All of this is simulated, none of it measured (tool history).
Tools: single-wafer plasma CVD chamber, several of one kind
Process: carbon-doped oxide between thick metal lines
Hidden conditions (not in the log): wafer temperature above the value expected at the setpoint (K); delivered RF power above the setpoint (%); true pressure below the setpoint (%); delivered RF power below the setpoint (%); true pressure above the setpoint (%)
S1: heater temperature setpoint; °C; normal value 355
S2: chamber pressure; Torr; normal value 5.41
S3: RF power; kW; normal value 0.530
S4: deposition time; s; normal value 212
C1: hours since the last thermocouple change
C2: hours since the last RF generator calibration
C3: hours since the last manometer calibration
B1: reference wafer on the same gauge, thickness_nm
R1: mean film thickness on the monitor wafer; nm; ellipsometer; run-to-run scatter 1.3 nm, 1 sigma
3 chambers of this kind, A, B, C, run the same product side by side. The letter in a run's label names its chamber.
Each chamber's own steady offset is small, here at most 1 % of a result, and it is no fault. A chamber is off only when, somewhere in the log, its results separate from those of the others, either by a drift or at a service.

run,hour,S1,S2,S3,S4,C1,C2,C3,B1,R1
1C,7.5,355,5.41,0.530,212,802.6,325.4,691.0,1129.8,1095.80
2B,12.7,355,5.41,0.530,212,608.3,999.2,962.2,1130.1,1109.10
3A,23.2,355,5.41,0.530,212,120.3,1373.3,843.8,1130.2,1106.30
4C,33.6,355,5.41,0.530,212,828.7,351.5,717.1,1130.7,1098.50
5A,40.3,355,5.41,0.530,212,137.4,1390.4,860.9,1130.6,1107.00
6B,46.2,355,5.41,0.530,212,641.8,1032.7,995.7,1130.9,1109.90
7C,51.7,355,5.41,0.530,212,846.8,369.6,735.2,1130.8,1097.70
8B,62.0,355,5.41,0.530,212,657.6,1048.5,1011.5,1130.8,1109.60
9A,69.3,355,5.41,0.530,212,166.4,1419.4,889.9,1131.3,1107.10
10A,78.8,355,5.41,0.530,212,175.9,1428.9,899.4,1131.2,1105.80
11C,88.5,355,5.41,0.530,212,883.6,406.4,772.0,1131.7,1097.90
12B,95.9,355,5.41,0.530,212,691.5,1082.4,1045.4,1131.6,1111.10
13A,104.3,355,6.06,0.530,177,201.4,1454.4,924.9,1131.8,938.78
14C,110.5,355,6.06,0.530,177,905.6,428.4,794.0,1132.3,929.72
15B,118.2,355,6.06,0.530,177,713.8,1104.7,1067.7,1131.9,941.36
16B,123.2,355,5.41,0.530,212,718.8,1109.7,1072.7,1131.7,1109.70
17A,129.5,355,5.41,0.530,212,226.6,1479.6,950.1,1132.2,1109.20
18C,136.9,355,6.07,0.530,212,932.0,454.8,820.4,1132.5,1113.00
19B,143.7,355,6.07,0.530,212,739.3,1130.2,1093.2,1132.6,1126.80
20C,154.4,355,6.07,0.530,212,949.5,472.3,837.9,1132.5,1113.00
21A,162.0,355,5.41,0.625,212,259.1,1512.1,982.6,1132.9,1222.80
22C,171.4,355,5.41,0.625,212,966.5,489.3,854.9,1132.8,1213.10
23A,181.7,355,5.41,0.625,212,278.8,1531.8,1002.3,1132.9,1222.80
24B,190.6,355,5.41,0.530,212,786.2,1177.1,1140.1,1132.8,1110.50
25A,201.5,362,6.64,0.530,212,298.6,1551.6,1022.1,1133.4,1115.50
26C,211.5,362,6.64,0.530,212,1006.6,529.4,895.0,1133.8,1106.40
27B,222.1,362,6.64,0.530,212,817.7,1208.6,1171.6,1133.7,1118.60
28A,231.7,355,6.64,0.530,240,328.8,1581.8,1052.3,1134.2,1284.20
29C,238.6,355,6.64,0.530,240,1033.7,556.5,922.1,1134.4,1275.50
30B,245.4,355,6.64,0.530,240,841.0,1231.9,1194.9,1134.4,1289.10
# hour 256.1: chamber C: thermocouple changed; heater temperature recalibrated
31B,256.3,355,6.73,0.530,212,851.9,1242.8,1205.8,1134.5,1139.50
32C,265.3,355,6.73,0.530,212,9.2,583.2,948.8,1134.5,1127.70
# hour 265.5: chamber B: RF generator calibrated
33A,275.9,355,6.73,0.530,212,373.0,1626.0,1096.5,1134.8,1140.50
34A,281.5,355,5.41,0.530,212,378.6,1631.6,1102.1,1135.0,1108.70
35C,290.5,355,5.41,0.530,212,34.4,608.4,974.0,1135.0,1100.80
36B,298.8,355,5.41,0.530,212,894.4,33.4,1248.3,1135.6,1114.40
37B,309.4,355,5.41,0.530,212,905.0,44.0,1258.9,1134.9,1115.00

What goes on in this fleet: one chamber off, a drifting gauge, or nothing beyond the chambers' own small offsets? Name the chamber and the cause, if any.

Gauge drift. The chambers move together only on paper, and none stands off.
Most likely cause: gauge reads high (%) = 0.489.
